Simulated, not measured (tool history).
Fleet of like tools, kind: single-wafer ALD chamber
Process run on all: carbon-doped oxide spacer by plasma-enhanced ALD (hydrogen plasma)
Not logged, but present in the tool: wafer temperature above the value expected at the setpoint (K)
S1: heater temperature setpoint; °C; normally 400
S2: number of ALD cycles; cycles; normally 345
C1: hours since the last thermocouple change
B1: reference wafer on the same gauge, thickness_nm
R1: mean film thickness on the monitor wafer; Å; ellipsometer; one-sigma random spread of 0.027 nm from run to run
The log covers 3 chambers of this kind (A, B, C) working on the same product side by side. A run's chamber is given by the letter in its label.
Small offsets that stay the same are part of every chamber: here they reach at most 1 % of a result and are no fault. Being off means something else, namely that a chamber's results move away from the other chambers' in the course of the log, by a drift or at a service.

Run 1A, hour 13.9: usual settings; C1 426.9; B1 17.697. Result: R1 172.77 Å.
Run 2C, hour 21.8: usual settings; C1 170.8; B1 17.694. Result: R1 171.19 Å.
Run 3B, hour 28.5: usual settings; C1 464.1; B1 17.682. Result: R1 173.41 Å.
Run 4B, hour 39.6: usual settings; C1 475.2; B1 17.683. Result: R1 173.61 Å.
Run 5C, hour 46.5: usual settings; C1 195.5; B1 17.675. Result: R1 171.17 Å.
Run 6A, hour 55.4: usual settings; C1 468.4; B1 17.682. Result: R1 172.69 Å.
Run 7A, hour 65.4: usual settings; C1 478.4; B1 17.678. Result: R1 172.79 Å.
Run 8B, hour 73.0: usual settings; C1 508.6; B1 17.668. Result: R1 172.71 Å.
Run 9C, hour 86.7: usual settings; C1 235.7; B1 17.667. Result: R1 171.45 Å.
Run 10B, hour 95.3: usual settings; C1 530.9; B1 17.661. Result: R1 173.09 Å.
Run 11C, hour 105.9: usual settings; C1 254.9; B1 17.657. Result: R1 171.63 Å.
Run 12A, hour 117.4: usual settings; C1 530.4; B1 17.661. Result: R1 172.93 Å.
Run 13C, hour 124.6: usual settings; C1 273.6; B1 17.649. Result: R1 170.82 Å.
Run 14A, hour 136.1: usual settings; C1 549.1; B1 17.650. Result: R1 172.45 Å.
Run 15B, hour 143.8: usual settings; C1 579.4; B1 17.646. Result: R1 173.22 Å.
Run 16B, hour 153.3: usual settings; C1 588.9; B1 17.640. Result: R1 173.17 Å.
Run 17C, hour 160.2: usual settings; C1 309.2; B1 17.635. Result: R1 171.07 Å.
Run 18A, hour 168.4: usual settings but S1 405 °C, S2 290 cycles; C1 581.4; B1 17.625. Result: R1 142.90 Å.
Run 19C, hour 182.5: usual settings but S1 405 °C, S2 290 cycles; C1 331.5; B1 17.633. Result: R1 141.48 Å.
Run 20B, hour 189.0: usual settings but S1 405 °C, S2 290 cycles; C1 624.6; B1 17.622. Result: R1 143.08 Å.
Run 21A, hour 196.3: usual settings; C1 609.3; B1 17.623. Result: R1 172.18 Å.
Run 22B, hour 205.5: usual settings; C1 641.1; B1 17.621. Result: R1 172.79 Å.
Run 23A, hour 216.5: usual settings; C1 629.5; B1 17.617. Result: R1 172.11 Å.
Run 24C, hour 228.8: usual settings; C1 377.8; B1 17.607. Result: R1 170.29 Å.
Run 25A, hour 240.4: usual settings; C1 653.4; B1 17.607. Result: R1 171.86 Å.
Run 26B, hour 249.2: usual settings; C1 684.8; B1 17.607. Result: R1 172.38 Å.
Run 27C, hour 263.3: usual settings; C1 412.3; B1 17.596. Result: R1 169.86 Å.
Run 28B, hour 269.9: usual settings; C1 705.5; B1 17.592. Result: R1 172.53 Å.
Run 29A, hour 281.7: usual settings; C1 694.7; B1 17.585. Result: R1 172.06 Å.

Read the log: is a single chamber off, either drifting away or since a service, is the gauge that measures every chamber drifting, or is nothing wrong beyond small per-chamber offsets? Name any odd chamber and what most likely caused it.

Gauge drift. The chambers move together only on paper, and none stands off.
Most likely cause: gauge reads low (%) = 0.651.
